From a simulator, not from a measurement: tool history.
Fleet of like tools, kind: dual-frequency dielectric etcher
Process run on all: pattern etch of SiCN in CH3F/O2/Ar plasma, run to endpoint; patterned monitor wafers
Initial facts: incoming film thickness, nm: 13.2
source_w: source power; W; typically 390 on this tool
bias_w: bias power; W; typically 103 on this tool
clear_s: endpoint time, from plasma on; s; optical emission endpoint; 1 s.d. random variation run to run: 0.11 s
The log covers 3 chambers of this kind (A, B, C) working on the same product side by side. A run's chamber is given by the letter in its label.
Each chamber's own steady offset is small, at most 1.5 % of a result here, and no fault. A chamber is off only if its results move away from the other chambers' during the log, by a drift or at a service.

{"run": "1A", "hour": 5.5, "source_w": 390, "bias_w": 103, "clear_s": 31.043}
{"run": "2B", "hour": 12.4, "source_w": 390, "bias_w": 103, "clear_s": 30.702}
{"run": "3C", "hour": 16.9, "source_w": 390, "bias_w": 103, "clear_s": 31.16}
{"run": "4B", "hour": 25.5, "source_w": 390, "bias_w": 103, "clear_s": 30.638}
{"run": "5A", "hour": 30.2, "source_w": 390, "bias_w": 103, "clear_s": 31.188}
{"run": "6C", "hour": 40.0, "source_w": 390, "bias_w": 103, "clear_s": 31.379}
{"run": "7C", "hour": 47.2, "source_w": 320, "bias_w": 88, "clear_s": 35.596}
{"run": "8B", "hour": 52.1, "source_w": 320, "bias_w": 88, "clear_s": 35.478}
{"hour": 58.4, "done": "chamber A: wet clean of the chamber"}
{"run": "9A", "hour": 60.2, "source_w": 320, "bias_w": 88, "clear_s": 35.563}
{"run": "10B", "hour": 64.7, "source_w": 390, "bias_w": 103, "clear_s": 30.776}
{"run": "11A", "hour": 73.8, "source_w": 390, "bias_w": 103, "clear_s": 31.11}
{"run": "12C", "hour": 79.9, "source_w": 390, "bias_w": 103, "clear_s": 31.214}
{"run": "13B", "hour": 88.8, "source_w": 390, "bias_w": 103, "clear_s": 30.688}
{"run": "14A", "hour": 96.6, "source_w": 430, "bias_w": 86, "clear_s": 31.893}
{"run": "15C", "hour": 101.6, "source_w": 430, "bias_w": 86, "clear_s": 31.984}
{"run": "16C", "hour": 107.2, "source_w": 430, "bias_w": 86, "clear_s": 31.975}
{"run": "17A", "hour": 112.1, "source_w": 390, "bias_w": 103, "clear_s": 31.252}
{"run": "18B", "hour": 118.8, "source_w": 390, "bias_w": 103, "clear_s": 30.866}
{"run": "19A", "hour": 124.5, "source_w": 430, "bias_w": 85, "clear_s": 32.474}
{"run": "20B", "hour": 128.9, "source_w": 430, "bias_w": 85, "clear_s": 31.901}
{"run": "21C", "hour": 135.5, "source_w": 430, "bias_w": 85, "clear_s": 32.148}
{"run": "22A", "hour": 141.2, "source_w": 390, "bias_w": 103, "clear_s": 31.171}
{"run": "23C", "hour": 150.6, "source_w": 390, "bias_w": 103, "clear_s": 30.599}
{"run": "24B", "hour": 155.9, "source_w": 390, "bias_w": 103, "clear_s": 30.95}
{"run": "25C", "hour": 163.1, "source_w": 390, "bias_w": 103, "clear_s": 30.868}
{"run": "26A", "hour": 168.5, "source_w": 390, "bias_w": 103, "clear_s": 31.194}
{"run": "27B", "hour": 177.6, "source_w": 390, "bias_w": 103, "clear_s": 30.708}
{"run": "28C", "hour": 185.8, "source_w": 390, "bias_w": 103, "clear_s": 30.78}
{"run": "29B", "hour": 193.2, "source_w": 390, "bias_w": 103, "clear_s": 30.815}
{"run": "30A", "hour": 198.1, "source_w": 390, "bias_w": 103, "clear_s": 31.232}
{"run": "31C", "hour": 204.6, "source_w": 340, "bias_w": 111, "clear_s": 31.281}
{"run": "32A", "hour": 213.0, "source_w": 340, "bias_w": 111, "clear_s": 31.821}
{"run": "33B", "hour": 220.5, "source_w": 340, "bias_w": 111, "clear_s": 31.393}
{"run": "34B", "hour": 229.1, "source_w": 390, "bias_w": 103, "clear_s": 30.669}
{"run": "35A", "hour": 236.4, "source_w": 390, "bias_w": 103, "clear_s": 31.233}
{"run": "36C", "hour": 242.6, "source_w": 390, "bias_w": 103, "clear_s": 30.506}
{"run": "37A", "hour": 248.9, "source_w": 390, "bias_w": 127, "clear_s": 28.879}
{"run": "38B", "hour": 257.5, "source_w": 390, "bias_w": 127, "clear_s": 28.417}
{"run": "39C", "hour": 263.7, "source_w": 390, "bias_w": 127, "clear_s": 27.978}
{"run": "40A", "hour": 272.7, "source_w": 390, "bias_w": 103, "clear_s": 31.137}
{"run": "41C", "hour": 277.1, "source_w": 390, "bias_w": 103, "clear_s": 30.288}
{"run": "42B", "hour": 283.8, "source_w": 390, "bias_w": 103, "clear_s": 30.759}
{"run": "43B", "hour": 291.6, "source_w": 390, "bias_w": 103, "clear_s": 30.736}
{"run": "44C", "hour": 299.5, "source_w": 390, "bias_w": 103, "clear_s": 30.19}

For the next run the whole fleet of 3 chambers uses the same settings. Give each chamber's results:
{"run": "45A", "hour": 306.5, "source_w": 390, "bias_w": 94, "clear_s": "?"}
{"run": "45B", "hour": 306.5, "source_w": 390, "bias_w": 94, "clear_s": "?"}
{"run": "45C", "hour": 306.5, "source_w": 390, "bias_w": 94, "clear_s": "?"}

run=45A clear_s=32.374
run=45B clear_s=31.945
run=45C clear_s=31.175
